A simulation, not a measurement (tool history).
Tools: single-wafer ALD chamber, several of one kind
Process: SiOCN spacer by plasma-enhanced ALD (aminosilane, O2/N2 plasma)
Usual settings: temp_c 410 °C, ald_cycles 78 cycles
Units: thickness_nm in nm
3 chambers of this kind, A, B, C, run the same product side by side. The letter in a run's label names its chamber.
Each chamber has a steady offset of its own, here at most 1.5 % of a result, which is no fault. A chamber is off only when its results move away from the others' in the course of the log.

run,day,temp_c,ald_cycles,"read-back reference wafer on the same gauge, thickness_nm",thickness_nm
1A,0.233,410,78,5.0026,4.6204
2B,0.500,410,78,4.9983,4.5387
3C,0.867,410,78,5.0047,4.5400
4B,1.150,410,78,5.0000,4.5328
5C,1.346,410,78,4.9990,4.5295
6A,1.575,410,78,5.0007,4.6120
7B,1.829,410,78,5.0009,4.5446
8C,2.088,410,78,5.0012,4.5339
9A,2.379,420,91,4.9971,5.2286
10A,2.562,420,91,5.0003,5.2104
11B,2.875,420,91,4.9985,5.1390
12C,3.208,410,78,4.9978,4.5396
13B,3.508,410,78,5.0014,4.5439
14C,3.788,410,78,5.0011,4.5409
15A,4.129,410,78,5.0015,4.6089
16A,4.292,410,78,4.9984,4.5989
17B,4.588,410,78,4.9969,4.5550
18C,4.829,410,78,5.0006,4.5203
19C,5.179,402,88,5.0018,5.2106
20A,5.504,402,88,5.0002,5.3416
21B,5.696,402,88,5.0022,5.2489
22C,6.033,410,78,4.9982,4.4991
23A,6.358,396,85,4.9970,5.1896
24B,6.708,396,85,4.9997,5.0770
25A,6.962,396,85,4.9993,5.1871
26C,7.308,410,78,4.9985,4.5049
27B,7.562,410,78,4.9993,4.5400
28A,7.925,410,78,5.0023,4.6165
29B,8.217,397,89,4.9954,5.3439
30C,8.588,397,89,5.0011,5.3480
31B,8.875,397,89,4.9987,5.3304
32C,9.229,410,78,5.0000,4.4928
33A,9.496,410,78,4.9998,4.6108
34B,9.812,410,78,5.0011,4.5371
35C,10.175,410,78,4.9999,4.4589
36A,10.458,405,72,5.0019,4.3270
37B,10.642,405,72,4.9958,4.2692
38A,10.912,405,72,4.9997,4.3305
39C,11.275,410,78,5.0018,4.4761
40B,11.575,410,78,4.9985,4.5464

Next, every chamber runs the same settings. What will each give?
41A,11.838,421,78,,?
41B,11.838,421,78,,?
41C,11.838,421,78,,?

run,thickness_nm
41A,4.4662
41B,4.3898
41C,4.3159
